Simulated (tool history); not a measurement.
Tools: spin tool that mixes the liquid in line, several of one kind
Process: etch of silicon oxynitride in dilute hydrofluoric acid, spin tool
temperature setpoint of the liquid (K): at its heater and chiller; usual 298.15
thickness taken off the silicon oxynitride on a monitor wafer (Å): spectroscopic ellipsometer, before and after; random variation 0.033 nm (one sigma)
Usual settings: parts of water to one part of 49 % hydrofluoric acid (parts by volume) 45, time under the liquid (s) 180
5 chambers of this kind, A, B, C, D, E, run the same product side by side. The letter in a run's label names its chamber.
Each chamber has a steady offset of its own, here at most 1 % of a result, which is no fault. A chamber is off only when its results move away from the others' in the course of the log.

run,day,temperature setpoint of the liquid (K),parts of water to one part of 49 % hydrofluoric acid (parts by volume),time under the liquid (s),hours since the thermometer was replaced,hours since the hydrofluoric acid flow meter was replaced,"read-back film thickness of the silicon oxynitride reference wafer, read on the same gauge (nm)",thickness taken off the silicon oxynitride on a monitor wafer (Å)
1C,0.517,298.15,45,180,267.5,171.3,39.99,87.868
2D,1.083,298.15,45,180,1916.7,852.5,40.001,87.85
3B,1.421,298.15,45,180,1104,1285.1,40.013,88.576
4A,1.754,298.15,45,180,312.5,224.5,39.991,86.846
5E,2.096,301.15,45,110,1880.2,858.8,39.988,61.952
6E,2.529,301.15,45,110,1890.6,869.2,40.003,61.967
7C,2.879,301.15,45,110,324.2,228,39.991,61.913
8D,3.304,301.15,45,110,1970,905.8,39.984,61.675
9A,3.679,301.15,45,110,358.7,270.7,39.982,62.099
10B,4.004,298.15,45,180,1166,1347.1,39.988,88.238
11D,4.317,298.15,45,180,1994.3,930.1,40.012,87.658
12C,4.683,298.15,45,180,367.5,271.3,40.005,87.639
13E,5,298.15,45,180,1949.9,928.5,40.001,88.232
14B,5.312,298.15,45,180,1197.4,1378.5,39.992,88.814
15A,5.796,298.15,45,180,409.5,321.5,39.983,87.48
16A,6.083,298.15,45,180,416.4,328.4,39.986,87.231
17C,6.629,298.15,45,180,414.2,318,39.997,87.612
18B,7.158,298.15,45,180,1241.7,1422.8,40.004,88.658
19D,7.479,298.15,45,180,2070.2,1006,40.017,87.566
20E,7.8,298.15,45,180,2017.1,995.7,39.971,87.975
21A,8.279,298.15,45,180,469.1,381.1,40.008,87.242
22E,8.762,298.15,45,180,2040.2,1018.8,40.016,88.024
23C,9.171,298.15,45,180,475.2,379,39.997,87.418
# day 9.388: chamber E: thermometer replaced
24B,9.804,298.15,55,180,1305.2,1486.3,39.99,70.994
25D,10.408,298.15,55,180,2140.5,1076.3,40.008,71.236
26C,10.917,298.15,55,180,517.1,420.9,40,71.615
27E,11.467,298.15,55,180,50,1083.7,40.012,71.276
28B,11.971,298.15,55,180,1357.2,1538.3,40.01,71.237
29A,12.567,298.15,45,180,572,484,40.015,86.589
# day 12.708: chamber D: thermometer replaced
30D,13.071,298.15,45,180,8.7,1140.2,39.996,87.671
31A,13.475,298.15,45,180,593.8,505.8,39.974,85.878
32E,14.117,298.15,45,180,113.6,1147.3,40.014,88.083

Is one chamber off against the others, does the gauge drift, or is nothing wrong? If a chamber is off, say which, and what the likeliest cause is.

Chamber A drifts away from the others.
Cause: liquid colder than its thermometer reads (K) = 0.514.
The log may not tell that from: hydrofluoric acid flow below the setpoint (%).

Here are 4 candidates for chamber A's next run, each the usual settings with a change, their results left as question marks. Which one brings its results back in line with what the others give on the usual settings?
In line means no further than this from the other chambers' mean on the usual settings: thickness taken off the silicon oxynitride on a monitor wafer (Å) 1.2
33A-1,14.596,298.15,45,185,,,,?
33A-2,14.596,298.15,45,170,,,,?
33A-3,14.596,298.15,45,175,,,,?
33A-4,14.596,298.15,45,190,,,,?

The other chambers' mean on the usual settings: thickness taken off the silicon oxynitride on a monitor wafer (Å) 88.165
run,thickness taken off the silicon oxynitride on a monitor wafer (Å)
33A-1,87.865
33A-2,80.741
33A-3,83.116
33A-4,90.24
33A-1 brings the chamber back in line.
